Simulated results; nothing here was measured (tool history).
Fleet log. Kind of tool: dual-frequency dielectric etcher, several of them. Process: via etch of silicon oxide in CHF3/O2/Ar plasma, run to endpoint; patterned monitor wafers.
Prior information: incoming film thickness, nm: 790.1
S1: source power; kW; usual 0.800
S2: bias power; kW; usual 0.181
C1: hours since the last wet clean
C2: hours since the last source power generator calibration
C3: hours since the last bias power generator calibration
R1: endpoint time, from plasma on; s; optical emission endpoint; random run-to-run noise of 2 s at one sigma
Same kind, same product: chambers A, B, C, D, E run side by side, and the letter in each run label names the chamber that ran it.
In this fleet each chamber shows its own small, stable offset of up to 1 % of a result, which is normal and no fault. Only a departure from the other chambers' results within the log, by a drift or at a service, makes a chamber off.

| run | hour | S1 | S2 | C1 | C2 | C3 | R1 |
|---|---|---|---|---|---|---|---|
| 1E | 7.2 | 0.800 | 0.181 | 412.1 | 1817.3 | 2568.9 | 350.66 |
| 2B | 18.0 | 0.800 | 0.181 | 45.9 | 2802.6 | 2849.0 | 360.44 |
| 3D | 26.4 | 0.800 | 0.181 | 373.6 | 1865.1 | 4239.0 | 357.03 |
| 4C | 36.9 | 0.800 | 0.181 | 456.6 | 820.3 | 1234.4 | 356.75 |
| 5A | 44.6 | 0.800 | 0.181 | 196.3 | 2235.7 | 433.3 | 357.05 |
| 6C | 51.9 | 0.800 | 0.181 | 471.6 | 835.3 | 1249.4 | 356.21 |
| 7B | 63.0 | 0.960 | 0.181 | 90.9 | 2847.6 | 2894.0 | 336.23 |
| 8D | 71.1 | 0.960 | 0.181 | 418.3 | 1909.8 | 4283.7 | 333.94 |
|  | 76.9 | chamber D: bias power generator calibrated |
| 9E | 80.1 | 0.960 | 0.181 | 485.0 | 1890.2 | 2641.8 | 329.82 |
| 10A | 90.8 | 0.960 | 0.181 | 242.5 | 2281.9 | 479.5 | 332.43 |
| 11E | 98.8 | 0.960 | 0.181 | 503.7 | 1908.9 | 2660.5 | 328.37 |
| 12A | 106.5 | 0.800 | 0.207 | 258.2 | 2297.6 | 495.2 | 341.12 |
| 13C | 114.4 | 0.800 | 0.207 | 534.1 | 897.8 | 1311.9 | 338.72 |
| 14B | 119.4 | 0.800 | 0.207 | 147.3 | 2904.0 | 2950.4 | 345.57 |
| 15D | 128.2 | 0.800 | 0.207 | 475.4 | 1966.9 | 51.4 | 342.91 |
|  | 130.3 | chamber C: wet clean of the chamber |
| 16B | 138.4 | 0.800 | 0.207 | 166.3 | 2923.0 | 2969.4 | 343.27 |
| 17A | 143.9 | 0.800 | 0.181 | 295.6 | 2335.0 | 532.6 | 356.33 |
| 18E | 153.3 | 0.800 | 0.181 | 558.2 | 1963.4 | 2715.0 | 352.58 |
|  | 160.0 | chamber D: wet clean of the chamber |
| 19C | 163.5 | 0.800 | 0.181 | 33.3 | 946.9 | 1361.0 | 355.62 |
| 20D | 172.1 | 0.800 | 0.181 | 12.2 | 2010.8 | 95.3 | 356.27 |
| 21A | 179.0 | 0.960 | 0.223 | 330.7 | 2370.1 | 567.7 | 310.33 |
| 22E | 188.8 | 0.960 | 0.223 | 593.7 | 1998.9 | 2750.5 | 308.85 |
| 23B | 196.5 | 0.960 | 0.223 | 224.4 | 2981.1 | 3027.5 | 313.12 |
| 24D | 206.1 | 0.960 | 0.223 | 46.2 | 2044.8 | 129.3 | 309.43 |
| 25C | 216.3 | 0.960 | 0.223 | 86.1 | 999.7 | 1413.8 | 311.63 |
| 26E | 225.8 | 0.800 | 0.181 | 630.7 | 2035.9 | 2787.5 | 352.77 |
| 27A | 233.9 | 0.800 | 0.155 | 385.6 | 2425.0 | 622.6 | 373.03 |
| 28D | 243.3 | 0.800 | 0.155 | 83.4 | 2082.0 | 166.5 | 375.50 |
| 29C | 249.3 | 0.800 | 0.155 | 119.1 | 1032.7 | 1446.8 | 376.51 |
| 30B | 255.3 | 0.800 | 0.155 | 283.2 | 3039.9 | 3086.3 | 376.40 |
|  | 259.7 | chamber E: wet clean of the chamber |
| 31C | 262.6 | 0.800 | 0.155 | 132.4 | 1046.0 | 1460.1 | 375.05 |
| 32A | 270.5 | 0.800 | 0.181 | 422.2 | 2461.6 | 659.2 | 355.89 |
| 33D | 276.4 | 0.800 | 0.181 | 116.5 | 2115.1 | 199.6 | 355.85 |
| 34B | 283.6 | 0.800 | 0.181 | 311.5 | 3068.2 | 3114.6 | 359.26 |
| 35E | 295.1 | 0.800 | 0.181 | 35.4 | 2105.2 | 2856.8 | 356.78 |
| 36C | 303.2 | 0.800 | 0.181 | 173.0 | 1086.6 | 1500.7 | 355.35 |
| 37A | 311.5 | 0.800 | 0.181 | 463.2 | 2502.6 | 700.2 | 356.78 |
| 38E | 318.1 | 0.800 | 0.181 | 58.4 | 2128.2 | 2879.8 | 355.78 |
| 39D | 326.0 | 0.800 | 0.181 | 166.1 | 2164.7 | 249.2 | 357.91 |
| 40B | 337.3 | 0.800 | 0.181 | 365.2 | 3121.9 | 3168.3 | 358.20 |

What goes on in this fleet: one chamber off, a drifting gauge, or nothing beyond the chambers' own small offsets? Name the chamber and the cause, if any.

Nothing is wrong: each chamber keeps only its own small, steady offset and the gauge holds still.
